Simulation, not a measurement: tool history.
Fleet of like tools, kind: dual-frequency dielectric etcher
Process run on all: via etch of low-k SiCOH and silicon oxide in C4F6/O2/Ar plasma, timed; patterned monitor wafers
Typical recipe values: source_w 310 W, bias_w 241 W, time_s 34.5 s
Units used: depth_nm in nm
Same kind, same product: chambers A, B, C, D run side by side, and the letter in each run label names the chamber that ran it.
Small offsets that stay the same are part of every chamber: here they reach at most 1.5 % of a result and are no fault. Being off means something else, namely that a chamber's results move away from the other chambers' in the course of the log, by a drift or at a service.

run,hour,source_w,bias_w,time_s,hours since the last wet clean,hours since the last source power generator calibration,hours since the last bias power generator calibration,"read-back reference wafer on the same gauge, depth_nm",depth_nm
1C,6.0,310,241,34.5,288.4,1397.9,1311.2,91.284,81.060
2B,17.6,310,241,34.5,116.9,1570.4,1373.0,91.306,81.304
3D,23.0,310,241,34.5,107.8,1947.6,2477.8,91.345,80.887
4A,28.5,310,241,34.5,442.9,1627.1,1154.0,91.314,82.334
# hour 35.4: chamber D: source power generator calibrated
5C,36.0,310,241,34.5,318.4,1427.9,1341.2,91.373,80.373
6D,43.0,310,241,34.5,127.8,7.6,2497.8,91.277,80.599
7B,49.2,310,241,34.5,148.5,1602.0,1404.6,91.281,81.238
8A,54.2,310,241,34.5,468.6,1652.8,1179.7,91.346,81.753
9D,64.5,310,208,43.5,149.3,29.1,2519.3,91.229,97.203
10A,75.7,310,208,43.5,490.1,1674.3,1201.2,91.273,98.073
11B,83.6,310,208,43.5,182.9,1636.4,1439.0,91.414,97.825
# hour 84.6: chamber A: wet clean of the chamber
12C,90.8,310,208,43.5,373.2,1482.7,1396.0,91.355,96.924
13B,100.0,310,241,34.5,199.3,1652.8,1455.4,91.256,81.257
14A,105.1,310,241,34.5,20.6,1703.7,1230.6,91.246,82.322
15D,111.4,310,241,34.5,196.2,76.0,2566.2,91.305,80.449
16C,117.3,310,241,34.5,399.7,1509.2,1422.5,91.275,79.817
17B,129.0,310,241,34.5,228.3,1681.8,1484.4,91.241,81.259
18A,136.9,310,241,34.5,52.4,1735.5,1262.4,91.315,82.345
19C,142.3,310,241,34.5,424.7,1534.2,1447.5,91.227,80.481
20D,150.8,230,241,34.5,235.6,115.4,2605.6,91.240,72.474
21A,161.2,230,241,34.5,76.7,1759.8,1286.7,91.285,72.972
22B,172.8,230,241,34.5,272.1,1725.6,1528.2,91.265,72.863
23D,177.9,230,241,34.5,262.7,142.5,2632.7,91.272,72.150
24C,185.7,310,241,34.5,468.1,1577.6,1490.9,91.338,80.283
25C,195.1,310,241,34.5,477.5,1587.0,1500.3,91.262,81.068
26B,201.5,310,241,34.5,300.8,1754.3,1556.9,91.382,81.489
27A,213.1,250,241,34.5,128.6,1811.7,1338.6,91.331,75.621
28D,220.7,250,241,34.5,305.5,185.3,2675.5,91.366,74.435

Which is it: a chamber that has drifted or been left off by a service, a gauge drift common to all chambers, or only each chamber's usual small offset? If a chamber is off, name it and its likeliest cause.

Nothing is wrong: each chamber keeps only its own small, steady offset and the gauge holds still.
